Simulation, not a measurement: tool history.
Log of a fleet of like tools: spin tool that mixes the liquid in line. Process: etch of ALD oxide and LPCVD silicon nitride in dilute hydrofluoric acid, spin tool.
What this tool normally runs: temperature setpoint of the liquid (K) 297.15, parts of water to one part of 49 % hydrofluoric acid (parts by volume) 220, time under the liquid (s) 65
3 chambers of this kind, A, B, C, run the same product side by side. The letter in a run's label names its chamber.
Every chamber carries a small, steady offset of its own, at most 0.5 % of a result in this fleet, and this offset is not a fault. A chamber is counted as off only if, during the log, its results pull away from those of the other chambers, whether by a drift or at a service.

run   hour  temperature setpoint of the liquid (K)  parts of water to one part of 49 % hydrofluoric acid (parts by volume)  time under the liquid (s)  hours since the thermometer was replaced  hours since the hydrofluoric acid flow meter was replaced  read-back film thickness of the ALD oxide reference wafer, read on the same gauge (nm)  read-back film thickness of the LPCVD silicon nitride reference wafer, read on the same gauge (nm)  thickness taken off the ALD oxide on a monitor wafer (angstrom)  thickness taken off the LPCVD silicon nitride on a monitor wafer (angstrom)
 1B    4.9                                  297.15                                                                     220                         65                                     168.2                                                      869.6                                                                                  119.96                                                                                                 140                                                           75.878                                                                       1.2267
 2C   10.8                                  297.15                                                                     220                         65                                     248.5                                                      133.6                                                                                  119.98                                                                                              140.04                                                           76.133                                                                       1.2482
 3A   16.7                                  297.15                                                                     220                         65                                    1270.6                                                      647.1                                                                                  119.99                                                                                              140.01                                                           77.395                                                                       1.6732
 4A     22                                  297.15                                                                     220                         65                                    1275.9                                                      652.4                                                                                  120.01                                                                                              139.98                                                           78.253                                                                       2.0111
 5B   27.4                                  297.15                                                                     220                         35                                     190.7                                                      892.1                                                                                     120                                                                                              140.02                                                           41.435                                                                      0.94287
 6C   34.1                                  297.15                                                                     220                         35                                     271.8                                                      156.9                                                                                  119.96                                                                                              140.04                                                           41.394                                                                      0.74721
 7C   41.5                                  297.15                                                                     220                         35                                     279.2                                                      164.3                                                                                  120.01                                                                                              140.01                                                           40.943                                                                      0.62366
 8A     46                                  297.15                                                                     220                         65                                    1299.9                                                      676.4                                                                                     120                                                                                              139.96                                                           79.361                                                                       1.5425
 9B   49.7                                  297.15                                                                     220                         65                                       213                                                      914.4                                                                                     120                                                                                              140.03                                                           76.745                                                                       1.6227
10C     56                                  297.15                                                                     220                         65                                     293.7                                                      178.8                                                                                  119.99                                                                                              139.97                                                           77.466                                                                       1.6472
11B   59.7                                  297.15                                                                     220                         65                                       223                                                      924.4                                                                                  120.03                                                                                                 140                                                           75.943                                                                       1.2703
12A   64.5                                  297.15                                                                     220                         65                                    1318.4                                                      694.9                                                                                  119.99                                                                                              139.92                                                           78.292                                                                       1.3931
13A   69.6                                  297.15                                                                     220                         65                                    1323.5                                                        700                                                                                     120                                                                                              139.98                                                            78.59                                                                       1.7636
14B   75.9                                  297.15                                                                     220                         65                                     239.2                                                      940.6                                                                                  120.01                                                                                              140.02                                                           75.937                                                                       1.3246
15C   80.4                                  297.15                                                                     220                         65                                     318.1                                                      203.2                                                                                     120                                                                                              140.03                                                            76.51                                                                       1.6297
16A   85.2                                  297.15                                                                     220                         65                                    1339.1                                                      715.6                                                                                  120.01                                                                                                 140                                                           79.143                                                                       1.1215
17C     90                                  297.15                                                                     220                         65                                     327.7                                                      212.8                                                                                     120                                                                                              140.01                                                           76.971                                                                       1.4241
18B     94                                  297.15                                                                     220                         65                                     257.3                                                      958.7                                                                                  119.97                                                                                              140.06                                                           76.406                                                                       1.3192
19A   97.3                                  297.15                                                                     220                         65                                    1351.2                                                      727.7                                                                                     120                                                                                              140.05                                                           79.453                                                                       1.6258
20B  104.7                                  297.15                                                                     220                         65                                       268                                                      969.4                                                                                  119.99                                                                                              139.96                                                           76.421                                                                       1.5413
21C  108.5                                  297.15                                                                     125                         80                                     346.2                                                      231.3                                                                                     120                                                                                                 140                                                           187.75                                                                       2.4431
22C  115.8                                  297.15                                                                     125                         80                                     353.5                                                      238.6                                                                                  120.01                                                                                              140.03                                                           187.51                                                                       2.9672
23A  122.8                                  297.15                                                                     125                         80                                    1376.7                                                      753.2                                                                                  120.01                                                                                              140.05                                                           189.85                                                                       3.2781
24B  129.8                                  297.15                                                                     220                         65                                     293.1                                                      994.5                                                                                     120                                                                                              140.04                                                           76.651                                                                       1.7502
25A  135.9                                  297.15                                                                     220                         65                                    1389.8                                                      766.3                                                                                  120.06                                                                                              140.07                                                           79.922                                                                       1.9469
26B  140.1                                  297.15                                                                     220                         65                                     303.4                                                     1004.8                                                                                  120.02                                                                                              139.96                                                           76.187                                                                       1.6862
27C  145.9                                  297.15                                                                     220                         65                                     383.6                                                      268.7                                                                                  120.04                                                                                              140.03                                                           77.743                                                                       1.3797
28C  151.6                                  297.15                                                                     220                         65                                     389.3                                                      274.4                                                                                  119.99                                                                                              140.06                                                           77.365                                                                       1.1195
29A  157.2                                  297.15                                                                     220                         65                                    1411.1                                                      787.6                                                                                     120                                                                                              139.98                                                           79.612                                                                       1.5524
30B  164.7                                  297.15                                                                     220                         65                                       328                                                     1029.4                                                                                  120.03                                                                                              139.99                                                           76.484                                                                       1.4979
31A  168.6                                  297.15                                                                     220                         65                                    1422.5                                                        799                                                                                  120.04                                                                                              139.99                                                           81.385                                                                      0.90019
32B  175.1                                  297.15                                                                     220                         65                                     338.4                                                     1039.8                                                                                     120                                                                                              139.96                                                           76.786                                                                        1.313
33C  179.9                                  297.15                                                                     220                         65                                     417.6                                                      302.7                                                                                  120.01                                                                                              140.04                                                           77.567                                                                       1.3999
34C  183.5                                  297.15                                                                     220                         65                                     421.2                                                      306.3                                                                                  120.01                                                                                              139.94                                                           76.064                                                                       1.3524
35B  189.6                                  297.15                                                                     220                         65                                     352.9                                                     1054.3                                                                                     120                                                                                              140.02                                                           75.984                                                                       1.0646
36A  193.3                                  297.15                                                                     220                         65                                    1447.2                                                      823.7                                                                                     120                                                                                              140.03                                                           82.302                                                                       1.6163
37B  198.8                                  297.15                                                                     220                         65                                     362.1                                                     1063.5                                                                                     120                                                                                              140.01                                                           75.668                                                                       1.5918
38C  202.4                                  297.15                                                                     220                         65                                     440.1                                                      325.2                                                                                  119.98                                                                                              139.94                                                           78.122                                                                       1.2652
39A  206.6                                  297.15                                                                     220                         65                                    1460.5                                                        837                                                                                  119.96                                                                                              139.97                                                           82.497                                                                       1.6144
40A  213.4                                  297.15                                                                     220                         65                                    1467.3                                                      843.8                                                                                  120.03                                                                                              139.98                                                           82.891                                                                       1.4834
41C  219.2                                  297.15                                                                     220                         65                                     456.9                                                        342                                                                                  120.01                                                                                              140.04                                                           77.153                                                                       1.1987
42B  222.5                                  297.15                                                                     220                         65                                     385.8                                                     1087.2                                                                                  119.98                                                                                                 140                                                           76.836                                                                       1.2568
43B  226.5                                  297.15                                                                     220                         65                                     389.8                                                     1091.2                                                                                     120                                                                                              139.98                                                           76.569                                                                       1.4859
44C  230.3                                  297.15                                                                     220                         65                                       468                                                      353.1                                                                                     120                                                                                              139.98                                                           77.587                                                                       1.1493

Read the log: is a single chamber off, either drifting away or since a service, is the gauge that measures every chamber drifting, or is nothing wrong beyond small per-chamber offsets? Name any odd chamber and what most likely caused it.

Little by little, chamber A moves away from the other chambers.
Most likely cause: liquid hotter than its thermometer reads (K) = 2.08.

Which of the 4 candidates below, each the usual settings with something changed and its results left as question marks, puts chamber A back in line with what the other chambers give on the usual settings?
A result is in line if it is within this distance of the other chambers' mean on the usual settings: thickness taken off the ALD oxide on a monitor wafer (angstrom) 2.5; thickness taken off the LPCVD silicon nitride on a monitor wafer (angstrom) 0.86
45A-1  235.7                                  298.65                                                                     230                         70                                                                                                                                                                                                                                                                                                                                                                 ?                                                                            ?
45A-2  235.7                                  294.65                                                                     200                         55                                                                                                                                                                                                                                                                                                                                                                 ?                                                                            ?
45A-3  235.7                                  295.65                                                                     210                         60                                                                                                                                                                                                                                                                                                                                                                 ?                                                                            ?
45A-4  235.7                                  299.65                                                                     240                         75                                                                                                                                                                                                                                                                                                                                                                 ?                                                                            ?

Other chambers, usual settings, mean: thickness taken off the ALD oxide on a monitor wafer (angstrom) 77.085; thickness taken off the LPCVD silicon nitride on a monitor wafer (angstrom) 1.3975
  run  thickness taken off the ALD oxide on a monitor wafer (angstrom)  thickness taken off the LPCVD silicon nitride on a monitor wafer (angstrom)
45A-1                                                            88.83                                                                       2.0471
45A-2                                                           71.837                                                                       1.4438
45A-3                                                           76.618                                                                       1.5986
45A-4                                                           93.322                                                                       2.2296
It is 45A-3 that realigns the chamber with its peers.
